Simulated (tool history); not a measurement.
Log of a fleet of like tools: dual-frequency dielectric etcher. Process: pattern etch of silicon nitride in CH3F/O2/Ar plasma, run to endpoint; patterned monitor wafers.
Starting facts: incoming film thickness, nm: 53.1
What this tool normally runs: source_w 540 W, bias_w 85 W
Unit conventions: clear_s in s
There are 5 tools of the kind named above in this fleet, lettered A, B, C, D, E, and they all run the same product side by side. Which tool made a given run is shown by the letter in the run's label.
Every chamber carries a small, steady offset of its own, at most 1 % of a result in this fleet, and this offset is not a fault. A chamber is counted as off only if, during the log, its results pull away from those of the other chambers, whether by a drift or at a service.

| run | hour | source_w | bias_w | hours since the last wet clean | hours since the last source power generator calibration | hours since the last bias power generator calibration | clear_s |
|---|---|---|---|---|---|---|---|
| 1C | 4.4 | 540 | 85 | 82.8 | 2439.3 | 278.0 | 64.866 |
| 2E | 10.0 | 540 | 85 | 391.8 | 126.9 | 1864.2 | 64.646 |
| 3D | 18.4 | 540 | 85 | 413.9 | 1594.3 | 1900.6 | 64.107 |
| 4B | 28.4 | 540 | 85 | 195.7 | 1586.4 | 1286.9 | 64.089 |
| 5A | 36.9 | 540 | 85 | 164.6 | 270.7 | 2426.1 | 64.595 |
| 6B | 43.6 | 540 | 85 | 210.9 | 1601.6 | 1302.1 | 64.244 |
| 7A | 52.0 | 540 | 85 | 179.7 | 285.8 | 2441.2 | 64.381 |
| 8E | 57.6 | 540 | 85 | 439.4 | 174.5 | 1911.8 | 64.535 |
|  | 60.5 | chamber D: bias power generator calibrated |
| 9D | 65.5 | 540 | 65 | 461.0 | 1641.4 | 5.0 | 70.703 |
| 10C | 70.7 | 540 | 65 | 149.1 | 2505.6 | 344.3 | 71.347 |
| 11D | 80.7 | 540 | 65 | 476.2 | 1656.6 | 20.2 | 70.191 |
| 12B | 85.2 | 540 | 65 | 252.5 | 1643.2 | 1343.7 | 70.713 |
| 13E | 91.7 | 540 | 65 | 473.5 | 208.6 | 1945.9 | 70.443 |
| 14C | 99.3 | 540 | 85 | 177.7 | 2534.2 | 372.9 | 65.286 |
| 15A | 109.2 | 630 | 92 | 236.9 | 343.0 | 2498.4 | 59.593 |
| 16C | 115.3 | 630 | 92 | 193.7 | 2550.2 | 388.9 | 59.693 |
| 17E | 124.7 | 630 | 92 | 506.5 | 241.6 | 1978.9 | 58.311 |
| 18D | 134.7 | 630 | 92 | 530.2 | 1710.6 | 74.2 | 59.304 |
| 19A | 142.2 | 630 | 92 | 269.9 | 376.0 | 2531.4 | 59.140 |
| 20B | 147.9 | 540 | 85 | 315.2 | 1705.9 | 1406.4 | 64.427 |
| 21A | 154.8 | 540 | 85 | 282.5 | 388.6 | 2544.0 | 64.446 |
|  | 155.3 | chamber D: wet clean of the chamber |
| 22E | 161.3 | 540 | 85 | 543.1 | 278.2 | 2015.5 | 63.021 |
| 23D | 167.5 | 540 | 85 | 12.2 | 1743.4 | 107.0 | 64.569 |
| 24B | 172.5 | 540 | 85 | 339.8 | 1730.5 | 1431.0 | 64.485 |
| 25C | 179.9 | 540 | 78 | 258.3 | 2614.8 | 453.5 | 67.469 |
| 26A | 189.7 | 540 | 78 | 317.4 | 423.5 | 2578.9 | 66.606 |
| 27D | 198.0 | 540 | 78 | 42.7 | 1773.9 | 137.5 | 66.887 |
| 28B | 207.3 | 540 | 78 | 374.6 | 1765.3 | 1465.8 | 66.404 |
| 29E | 213.6 | 540 | 78 | 595.4 | 330.5 | 2067.8 | 64.692 |
| 30C | 218.9 | 540 | 85 | 297.3 | 2653.8 | 492.5 | 65.181 |
| 31D | 224.8 | 540 | 85 | 69.5 | 1800.7 | 164.3 | 64.509 |
| 32C | 233.1 | 430 | 85 | 311.5 | 2668.0 | 506.7 | 71.190 |

Is one chamber off against the others, does the gauge drift, or is nothing wrong? If a chamber is off, say which, and what the likeliest cause is.

Chamber E drifts away from the others.
Likeliest cause: etch rate over this chamber's usual, % = 3.79.

Chamber E could run next with any of the 4 candidate recipes listed below; each alters the usual settings, and their results appear as question marks. Which one brings its results back in line with what the other chambers deliver on the usual settings?
Allowed miss from the other chambers' usual-settings mean, per result, to count as in line: clear_s 0.840 s
| 33E-1 | 240.4 | 600 | 85 |  |  |  | ? |
| 33E-2 | 240.4 | 540 | 81 |  |  |  | ? |
| 33E-3 | 240.4 | 550 | 87 |  |  |  | ? |
| 33E-4 | 240.4 | 510 | 81 |  |  |  | ? |

Average result of the remaining chambers running the usual settings: clear_s 64.712 s
| run | clear_s |
|---|---|
| 33E-1 | 60.036 |
| 33E-2 | 63.538 |
| 33E-3 | 61.543 |
| 33E-4 | 64.930 |
The answer is 33E-4, which returns the chamber to within the allowed miss of the others.

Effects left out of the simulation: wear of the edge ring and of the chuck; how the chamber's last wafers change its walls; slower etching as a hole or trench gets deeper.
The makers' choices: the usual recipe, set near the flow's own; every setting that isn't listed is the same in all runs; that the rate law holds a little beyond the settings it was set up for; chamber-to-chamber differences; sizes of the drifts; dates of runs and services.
